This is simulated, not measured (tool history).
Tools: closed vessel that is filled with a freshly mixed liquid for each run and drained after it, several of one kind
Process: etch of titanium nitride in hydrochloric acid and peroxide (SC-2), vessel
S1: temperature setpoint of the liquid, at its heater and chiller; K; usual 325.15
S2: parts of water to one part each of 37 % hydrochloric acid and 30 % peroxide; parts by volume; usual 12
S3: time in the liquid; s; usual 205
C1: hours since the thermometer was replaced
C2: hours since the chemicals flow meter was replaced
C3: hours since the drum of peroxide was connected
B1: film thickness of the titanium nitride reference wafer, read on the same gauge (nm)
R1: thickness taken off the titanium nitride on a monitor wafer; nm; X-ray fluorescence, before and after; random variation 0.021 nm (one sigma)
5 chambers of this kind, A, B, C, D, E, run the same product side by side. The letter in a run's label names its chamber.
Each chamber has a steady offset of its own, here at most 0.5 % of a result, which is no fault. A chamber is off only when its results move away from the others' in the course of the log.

Run 1A, hour 9.0: usual settings; C1 527.1; C2 925.8; C3 338.4; B1 90.012. Result: R1 6.3988 nm.
At hour 11.4: chamber A: new drum of peroxide connected.
Run 2C, hour 16.5: usual settings; C1 391.4; C2 358.6; C3 1454.6; B1 90.011. Result: R1 6.3931 nm.
Run 3D, hour 24.2: usual settings; C1 59.4; C2 396.8; C3 584.1; B1 90.016. Result: R1 6.3435 nm.
Run 4B, hour 28.9: usual settings; C1 1264.2; C2 433.9; C3 118.3; B1 89.971. Result: R1 6.3730 nm.
Run 5E, hour 33.8: usual settings; C1 1212.4; C2 271.2; C3 334.8; B1 90.003. Result: R1 6.4408 nm.
Run 6C, hour 40.3: usual settings; C1 415.2; C2 382.4; C3 1478.4; B1 90.015. Result: R1 6.4103 nm.
Run 7E, hour 44.4: usual settings; C1 1223.0; C2 281.8; C3 345.4; B1 90.009. Result: R1 6.4471 nm.
Run 8B, hour 51.8: usual settings; C1 1287.1; C2 456.8; C3 141.2; B1 89.977. Result: R1 6.4113 nm.
Run 9A, hour 55.8: usual settings; C1 573.9; C2 972.6; C3 44.4; B1 90.034. Result: R1 6.3825 nm.
Run 10D, hour 63.8: usual settings; C1 99.0; C2 436.4; C3 623.7; B1 90.049. Result: R1 6.3500 nm.
At hour 64.9: chamber B: chemicals flow meter replaced.
Run 11B, hour 68.6: usual settings; C1 1303.9; C2 3.7; C3 158.0; B1 90.028. Result: R1 6.4199 nm.
Run 12D, hour 76.3: usual settings but S3 145 s; C1 111.5; C2 448.9; C3 636.2; B1 90.008. Result: R1 4.5069 nm.
Run 13E, hour 83.8: usual settings but S3 145 s; C1 1262.4; C2 321.2; C3 384.8; B1 90.044. Result: R1 4.5553 nm.
At hour 89.9: chamber D: new drum of peroxide connected.
Run 14C, hour 91.9: usual settings but S3 145 s; C1 466.8; C2 434.0; C3 1530.0; B1 90.010. Result: R1 4.4920 nm.
Run 15A, hour 100.6: usual settings but S3 145 s; C1 618.7; C2 1017.4; C3 89.2; B1 90.009. Result: R1 4.5151 nm.
Run 16A, hour 109.6: usual settings but S3 145 s; C1 627.7; C2 1026.4; C3 98.2; B1 89.955. Result: R1 4.5417 nm.
Run 17E, hour 115.1: usual settings but S3 125 s; C1 1293.7; C2 352.5; C3 416.1; B1 89.992. Result: R1 3.9216 nm.
Run 18B, hour 121.2: usual settings but S3 125 s; C1 1356.5; C2 56.3; C3 210.6; B1 90.006. Result: R1 3.9010 nm.
Run 19D, hour 127.1: usual settings but S3 125 s; C1 162.3; C2 499.7; C3 37.2; B1 90.006. Result: R1 3.8831 nm.
Run 20C, hour 131.9: usual settings but S3 125 s; C1 506.8; C2 474.0; C3 1570.0; B1 89.989. Result: R1 3.9041 nm.
At hour 134.6: chamber A: thermometer replaced.
Run 21C, hour 138.3: usual settings but S3 125 s; C1 513.2; C2 480.4; C3 1576.4; B1 90.009. Result: R1 3.9022 nm.
Run 22A, hour 146.6: usual settings; C1 12.1; C2 1063.4; C3 135.2; B1 89.986. Result: R1 6.3850 nm.
Run 23E, hour 152.8: usual settings; C1 1331.4; C2 390.2; C3 453.8; B1 89.977. Result: R1 6.4273 nm.
At hour 155.4: chamber C: new drum of peroxide connected.
Run 24D, hour 160.6: usual settings; C1 195.8; C2 533.2; C3 70.7; B1 90.039. Result: R1 6.3939 nm.
At hour 162.7: chamber E: new drum of peroxide connected.
Run 25B, hour 165.6: usual settings; C1 1400.9; C2 100.7; C3 255.0; B1 89.999. Result: R1 6.3962 nm.
Run 26D, hour 173.2: usual settings; C1 208.4; C2 545.8; C3 83.3; B1 89.982. Result: R1 6.3817 nm.
Run 27E, hour 177.6: usual settings but S3 290 s; C1 1356.2; C2 415.0; C3 15.0; B1 89.995. Result: R1 9.1363 nm.
Run 28C, hour 182.8: usual settings but S3 290 s; C1 557.7; C2 524.9; C3 27.5; B1 90.004. Result: R1 9.0664 nm.
Run 29B, hour 187.3: usual settings but S3 290 s; C1 1422.6; C2 122.4; C3 276.7; B1 90.016. Result: R1 9.0514 nm.
Run 30A, hour 192.2: usual settings but S3 290 s; C1 57.7; C2 1109.0; C3 180.8; B1 90.041. Result: R1 9.0637 nm.
Run 31B, hour 197.9: usual settings but S3 290 s; C1 1433.2; C2 133.0; C3 287.3; B1 89.984. Result: R1 9.0239 nm.
Run 32A, hour 202.2: usual settings; C1 67.7; C2 1119.0; C3 190.8; B1 90.037. Result: R1 6.4225 nm.
Run 33D, hour 206.1: usual settings; C1 241.3; C2 578.7; C3 116.2; B1 90.026. Result: R1 6.3573 nm.
Run 34C, hour 215.1: usual settings; C1 590.0; C2 557.2; C3 59.8; B1 90.015. Result: R1 6.4217 nm.
Run 35E, hour 223.4: usual settings but S3 295 s; C1 1402.0; C2 460.8; C3 60.8; B1 89.993. Result: R1 9.2448 nm.
At hour 224.2: chamber E: chemicals flow meter replaced.
Run 36B, hour 231.9: usual settings but S3 295 s; C1 1467.2; C2 167.0; C3 321.3; B1 89.994. Result: R1 9.2010 nm.
Run 37D, hour 236.6: usual settings but S3 295 s; C1 271.8; C2 609.2; C3 146.7; B1 89.990. Result: R1 9.1601 nm.
Run 38C, hour 244.5: usual settings but S3 295 s; C1 619.4; C2 586.6; C3 89.2; B1 89.981. Result: R1 9.2123 nm.
Run 39E, hour 251.2: usual settings but S3 295 s; C1 1429.8; C2 27.0; C3 88.6; B1 90.002. Result: R1 9.2608 nm.
Run 40A, hour 257.9: usual settings; C1 123.4; C2 1174.7; C3 246.5; B1 90.000. Result: R1 6.4024 nm.
Run 41D, hour 266.5: usual settings; C1 301.7; C2 639.1; C3 176.6; B1 89.981. Result: R1 6.3795 nm.
Run 42C, hour 275.5: usual settings; C1 650.4; C2 617.6; C3 120.2; B1 90.016. Result: R1 6.4057 nm.
Run 43A, hour 282.9: usual settings; C1 148.4; C2 1199.7; C3 271.5; B1 90.000. Result: R1 6.3994 nm.

What goes on in this fleet: one chamber off, a drifting gauge, or nothing beyond the chambers' own small offsets? Name the chamber and the cause, if any.

No chamber stands off beyond its own small offset, and the gauge holds steady.

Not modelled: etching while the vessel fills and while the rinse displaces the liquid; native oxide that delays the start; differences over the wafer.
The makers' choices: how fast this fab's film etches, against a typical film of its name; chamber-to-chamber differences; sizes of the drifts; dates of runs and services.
